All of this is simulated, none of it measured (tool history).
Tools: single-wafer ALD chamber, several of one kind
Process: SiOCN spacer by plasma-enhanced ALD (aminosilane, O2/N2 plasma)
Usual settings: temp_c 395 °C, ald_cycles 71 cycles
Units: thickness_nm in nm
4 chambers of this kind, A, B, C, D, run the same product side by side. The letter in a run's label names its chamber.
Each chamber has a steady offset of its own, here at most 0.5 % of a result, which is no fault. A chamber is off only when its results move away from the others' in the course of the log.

run	hour	temp_c	ald_cycles	read-back reference wafer on the same gauge, thickness_nm	thickness_nm
1A	3.9	395	71	4.8193	4.2861
2B	11.2	395	71	4.8183	4.302
3D	17.3	395	71	4.8174	4.2594
4C	23.7	395	71	4.8158	4.278
5D	28.3	395	71	4.8157	4.2595
6B	35	395	71	4.8134	4.301
7A	42	395	71	4.8138	4.2805
8C	47.6	395	71	4.8125	4.2837
9C	52.4	395	71	4.8108	4.278
10A	57.6	395	71	4.8106	4.2689
11D	64.1	395	71	4.8089	4.2641
12B	70.7	395	71	4.8094	4.303
13C	74.8	395	71	4.8075	4.2772
14D	78.3	395	71	4.8075	4.2536
15A	83.3	395	71	4.8056	4.2763
16B	90.9	395	71	4.8043	4.3003
17A	97.8	395	71	4.8039	4.2762
18C	102.1	395	71	4.8043	4.2831
19D	109.1	395	71	4.8017	4.2567
20B	113.8	395	71	4.8014	4.2889
21C	119.3	395	71	4.801	4.2736
# hour 121.8: chamber A: thermocouple changed; heater temperature recalibrated
22A	123.6	395	71	4.7986	4.2708
23B	129.9	384	66	4.7968	3.9897
24D	134.2	384	66	4.7989	3.9479
25B	140	384	66	4.7951	3.9858
26C	143.8	384	66	4.7938	3.9629
27A	148.9	395	71	4.7943	4.2746

Is one chamber off against the others, does the gauge drift, or is nothing wrong? If a chamber is off, say which, and what the likeliest cause is.

The gauge drifts, so all chambers seem to drift together. No chamber is off.
Cause: gauge reads low (%) = 0.539.

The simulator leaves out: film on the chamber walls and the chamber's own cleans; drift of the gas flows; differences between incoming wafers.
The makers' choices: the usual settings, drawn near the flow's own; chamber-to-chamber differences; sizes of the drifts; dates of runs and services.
